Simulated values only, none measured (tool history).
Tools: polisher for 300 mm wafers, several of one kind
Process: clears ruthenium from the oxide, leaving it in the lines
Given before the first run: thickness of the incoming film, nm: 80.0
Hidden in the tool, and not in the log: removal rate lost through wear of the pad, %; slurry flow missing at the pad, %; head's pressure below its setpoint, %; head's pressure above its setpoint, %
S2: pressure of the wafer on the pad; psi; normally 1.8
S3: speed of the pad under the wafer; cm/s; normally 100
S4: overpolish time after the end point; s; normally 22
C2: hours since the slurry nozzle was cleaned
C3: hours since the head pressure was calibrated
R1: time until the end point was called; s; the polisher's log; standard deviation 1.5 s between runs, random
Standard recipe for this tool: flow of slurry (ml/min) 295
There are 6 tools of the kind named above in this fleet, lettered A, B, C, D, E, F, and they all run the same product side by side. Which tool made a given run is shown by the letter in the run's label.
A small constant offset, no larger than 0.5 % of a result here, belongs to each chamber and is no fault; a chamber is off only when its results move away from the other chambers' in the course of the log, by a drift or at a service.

{"run": "1C", "hour": 11.0, "flow of slurry (ml/min)": 295, "S2": 1.8, "S3": 100, "S4": 22, "wafers polished on this pad": 376, "C2": 128, "C3": 353.5, "R1": 94.128}
{"run": "2E", "hour": 18.3, "flow of slurry (ml/min)": 295, "S2": 1.8, "S3": 100, "S4": 22, "wafers polished on this pad": 1257, "C2": 20.6, "C3": 347.2, "R1": 97.122}
{"hour": 18.5, "done": "chamber B: worn pad replaced by a new one"}
{"hour": 24.1, "done": "chamber D: worn pad replaced by a new one"}
{"run": "3A", "hour": 25.4, "flow of slurry (ml/min)": 295, "S2": 1.8, "S3": 100, "S4": 22, "wafers polished on this pad": 353, "C2": 299.9, "C3": 245.3, "R1": 94.674}
{"hour": 27.2, "done": "chamber E: worn pad replaced by a new one"}
{"run": "4D", "hour": 31.1, "flow of slurry (ml/min)": 295, "S2": 1.8, "S3": 100, "S4": 22, "wafers polished on this pad": 61, "C2": 705.3, "C3": 955.4, "R1": 96.685}
{"run": "5F", "hour": 39.9, "flow of slurry (ml/min)": 295, "S2": 1.8, "S3": 100, "S4": 22, "wafers polished on this pad": 824, "C2": 210.3, "C3": 614, "R1": 95.519}
{"run": "6B", "hour": 47.9, "flow of slurry (ml/min)": 295, "S2": 1.8, "S3": 100, "S4": 22, "wafers polished on this pad": 256, "C2": 466.3, "C3": 1295.4, "R1": 96.348}
{"run": "7E", "hour": 55.4, "flow of slurry (ml/min)": 295, "S2": 1.8, "S3": 100, "S4": 22, "wafers polished on this pad": 246, "C2": 57.7, "C3": 384.3, "R1": 94.95}
{"run": "8C", "hour": 64.4, "flow of slurry (ml/min)": 295, "S2": 1.8, "S3": 100, "S4": 22, "wafers polished on this pad": 842, "C2": 181.4, "C3": 406.9, "R1": 94.616}
{"hour": 67.3, "done": "chamber A: worn pad replaced by a new one"}
{"run": "9D", "hour": 75.2, "flow of slurry (ml/min)": 295, "S2": 1.8, "S3": 120, "S4": 15, "wafers polished on this pad": 445, "C2": 749.4, "C3": 999.5, "R1": 78.471}
{"run": "10B", "hour": 87.8, "flow of slurry (ml/min)": 295, "S2": 1.8, "S3": 120, "S4": 15, "wafers polished on this pad": 604, "C2": 506.2, "C3": 1335.3, "R1": 77.77}
{"hour": 88.3, "done": "chamber C: worn pad replaced by a new one"}
{"run": "11A", "hour": 96.8, "flow of slurry (ml/min)": 295, "S2": 1.8, "S3": 120, "S4": 15, "wafers polished on this pad": 257, "C2": 371.3, "C3": 316.7, "R1": 76.77}
{"hour": 98.1, "done": "chamber F: worn pad replaced by a new one"}
{"run": "12F", "hour": 105.7, "flow of slurry (ml/min)": 295, "S2": 1.8, "S3": 120, "S4": 15, "wafers polished on this pad": 66, "C2": 276.1, "C3": 679.8, "R1": 76.411}
{"hour": 106.2, "done": "chamber B: slurry nozzle cleaned"}
{"hour": 107.6, "done": "chamber D: worn pad replaced by a new one"}
{"hour": 111.4, "done": "chamber D: head pressure recalibrated"}
{"run": "13D", "hour": 116.0, "flow of slurry (ml/min)": 295, "S2": 1.8, "S3": 120, "S4": 15, "wafers polished on this pad": 73, "C2": 790.2, "C3": 4.7, "R1": 78.772}
{"run": "14B", "hour": 123.0, "flow of slurry (ml/min)": 295, "S2": 1.8, "S3": 120, "S4": 15, "wafers polished on this pad": 911, "C2": 16.9, "C3": 1370.5, "R1": 77.573}
{"hour": 127.6, "done": "chamber D: slurry nozzle cleaned"}
{"run": "15F", "hour": 132.3, "flow of slurry (ml/min)": 295, "S2": 1.8, "S3": 100, "S4": 22, "wafers polished on this pad": 298, "C2": 302.7, "C3": 706.4, "R1": 92.821}
{"run": "16A", "hour": 140.4, "flow of slurry (ml/min)": 295, "S2": 1.8, "S3": 130, "S4": 22, "wafers polished on this pad": 637, "C2": 414.9, "C3": 360.3, "R1": 73.556}
{"run": "17E", "hour": 151.4, "flow of slurry (ml/min)": 295, "S2": 1.8, "S3": 130, "S4": 22, "wafers polished on this pad": 1083, "C2": 153.7, "C3": 480.3, "R1": 73.766}
{"hour": 159.0, "done": "chamber F: head pressure recalibrated"}
{"hour": 159.4, "done": "chamber A: worn pad replaced by a new one"}
{"run": "18C", "hour": 160.8, "flow of slurry (ml/min)": 295, "S2": 1.8, "S3": 130, "S4": 22, "wafers polished on this pad": 631, "C2": 277.8, "C3": 503.3, "R1": 71.199}
{"hour": 162.0, "done": "chamber B: worn pad replaced by a new one"}
{"run": "19F", "hour": 168.6, "flow of slurry (ml/min)": 295, "S2": 1.8, "S3": 130, "S4": 22, "wafers polished on this pad": 614, "C2": 339, "C3": 9.7, "R1": 73.068}
{"run": "20A", "hour": 178.7, "flow of slurry (ml/min)": 295, "S2": 1.8, "S3": 130, "S4": 22, "wafers polished on this pad": 168, "C2": 453.2, "C3": 398.6, "R1": 69.769}
{"hour": 180.5, "done": "chamber E: worn pad replaced by a new one"}
{"run": "21D", "hour": 187.9, "flow of slurry (ml/min)": 295, "S2": 1.8, "S3": 130, "S4": 22, "wafers polished on this pad": 700, "C2": 60.4, "C3": 76.6, "R1": 72.348}
{"hour": 189.7, "done": "chamber D: worn pad replaced by a new one"}
{"hour": 190.1, "done": "chamber A: slurry nozzle cleaned"}
{"run": "22C", "hour": 196.6, "flow of slurry (ml/min)": 295, "S2": 1.8, "S3": 100, "S4": 22, "wafers polished on this pad": 943, "C2": 313.6, "C3": 539.1, "R1": 94.1}
{"hour": 204.3, "done": "chamber B: head pressure recalibrated"}
{"run": "23B", "hour": 209.4, "flow of slurry (ml/min)": 295, "S2": 1.8, "S3": 100, "S4": 22, "wafers polished on this pad": 413, "C2": 103.3, "C3": 5.1, "R1": 86.443}
{"run": "24E", "hour": 219.0, "flow of slurry (ml/min)": 295, "S2": 1.8, "S3": 100, "S4": 22, "wafers polished on this pad": 336, "C2": 221.3, "C3": 547.9, "R1": 93.656}
{"hour": 222.3, "done": "chamber C: worn pad replaced by a new one"}
{"run": "25A", "hour": 226.8, "flow of slurry (ml/min)": 365, "S2": 1.8, "S3": 100, "S4": 22, "wafers polished on this pad": 587, "C2": 36.7, "C3": 446.7, "R1": 91.633}
{"run": "26F", "hour": 237.3, "flow of slurry (ml/min)": 365, "S2": 1.8, "S3": 100, "S4": 22, "wafers polished on this pad": 1213, "C2": 407.7, "C3": 78.4, "R1": 94.001}
{"hour": 238.3, "done": "chamber A: worn pad replaced by a new one"}
{"hour": 238.8, "done": "chamber F: worn pad replaced by a new one"}
{"run": "27B", "hour": 247.3, "flow of slurry (ml/min)": 365, "S2": 1.8, "S3": 100, "S4": 22, "wafers polished on this pad": 743, "C2": 141.2, "C3": 43, "R1": 84.55}
{"run": "28D", "hour": 256.7, "flow of slurry (ml/min)": 365, "S2": 1.8, "S3": 100, "S4": 22, "wafers polished on this pad": 583, "C2": 129.2, "C3": 145.4, "R1": 94.782}
{"hour": 262.1, "done": "chamber D: worn pad replaced by a new one"}
{"run": "29C", "hour": 268.8, "flow of slurry (ml/min)": 365, "S2": 1.8, "S3": 100, "S4": 22, "wafers polished on this pad": 406, "C2": 385.8, "C3": 611.3, "R1": 92.839}
{"run": "30E", "hour": 279.3, "flow of slurry (ml/min)": 365, "S2": 1.8, "S3": 100, "S4": 22, "wafers polished on this pad": 861, "C2": 281.6, "C3": 608.2, "R1": 94.144}
{"hour": 280.2, "done": "chamber F: slurry nozzle cleaned"}
{"run": "31F", "hour": 290.5, "flow of slurry (ml/min)": 295, "S2": 1.8, "S3": 100, "S4": 22, "wafers polished on this pad": 451, "C2": 10.4, "C3": 131.6, "R1": 93.82}
{"hour": 294.9, "done": "chamber B: worn pad replaced by a new one"}
{"run": "32D", "hour": 298.0, "flow of slurry (ml/min)": 295, "S2": 1.8, "S3": 100, "S4": 22, "wafers polished on this pad": 313, "C2": 170.5, "C3": 186.7, "R1": 96.398}
{"run": "33B", "hour": 307.5, "flow of slurry (ml/min)": 295, "S2": 1.8, "S3": 100, "S4": 22, "wafers polished on this pad": 110, "C2": 201.4, "C3": 103.2, "R1": 85.189}
{"run": "34E", "hour": 314.1, "flow of slurry (ml/min)": 295, "S2": 1.8, "S3": 100, "S4": 22, "wafers polished on this pad": 1164, "C2": 316.4, "C3": 643, "R1": 93.87}
{"hour": 321.5, "done": "chamber C: head pressure recalibrated"}
{"run": "35C", "hour": 322.3, "flow of slurry (ml/min)": 295, "S2": 1.8, "S3": 100, "S4": 22, "wafers polished on this pad": 872, "C2": 439.3, "C3": 0.9, "R1": 97.93}
{"run": "36A", "hour": 328.6, "flow of slurry (ml/min)": 295, "S2": 1.8, "S3": 100, "S4": 22, "wafers polished on this pad": 787, "C2": 138.5, "C3": 548.5, "R1": 93.591}
{"run": "37C", "hour": 341.1, "flow of slurry (ml/min)": 295, "S2": 1.8, "S3": 100, "S4": 22, "wafers polished on this pad": 1036, "C2": 458.1, "C3": 19.7, "R1": 93.354}

Is one chamber out of step, is the gauge drifting, or do the chambers differ by no more than their own small offsets? For an off chamber, give its letter and the likeliest cause.

After it was serviced, chamber B no longer matches the other chambers.
Most likely cause: head's pressure above its setpoint, % = 8.16.

Here are 4 candidates for chamber B's next run, each the usual settings with a change, their results left as question marks. Which one brings its results back in line with what the others give on the usual settings?
Allowed miss from the other chambers' usual-settings mean, per result, to count as in line: R1 5.1 s
{"run": "38B-1", "hour": 350.4, "flow of slurry (ml/min)": 295, "S2": 1.8, "S3": 92, "S4": 22, "R1": "?"}
{"run": "38B-2", "hour": 350.4, "flow of slurry (ml/min)": 295, "S2": 1.9, "S3": 104, "S4": 22, "R1": "?"}
{"run": "38B-3", "hour": 350.4, "flow of slurry (ml/min)": 290, "S2": 1.5, "S3": 100, "S4": 22, "R1": "?"}
{"run": "38B-4", "hour": 350.4, "flow of slurry (ml/min)": 300, "S2": 2, "S3": 110, "S4": 22, "R1": "?"}

The mean the other chambers reach with the usual settings: R1 94.783 s
run=38B-1 R1=95.128
run=38B-2 R1=79.671
run=38B-3 R1=104.89
run=38B-4 R1=71.449
It is 38B-1 that realigns the chamber with its peers.
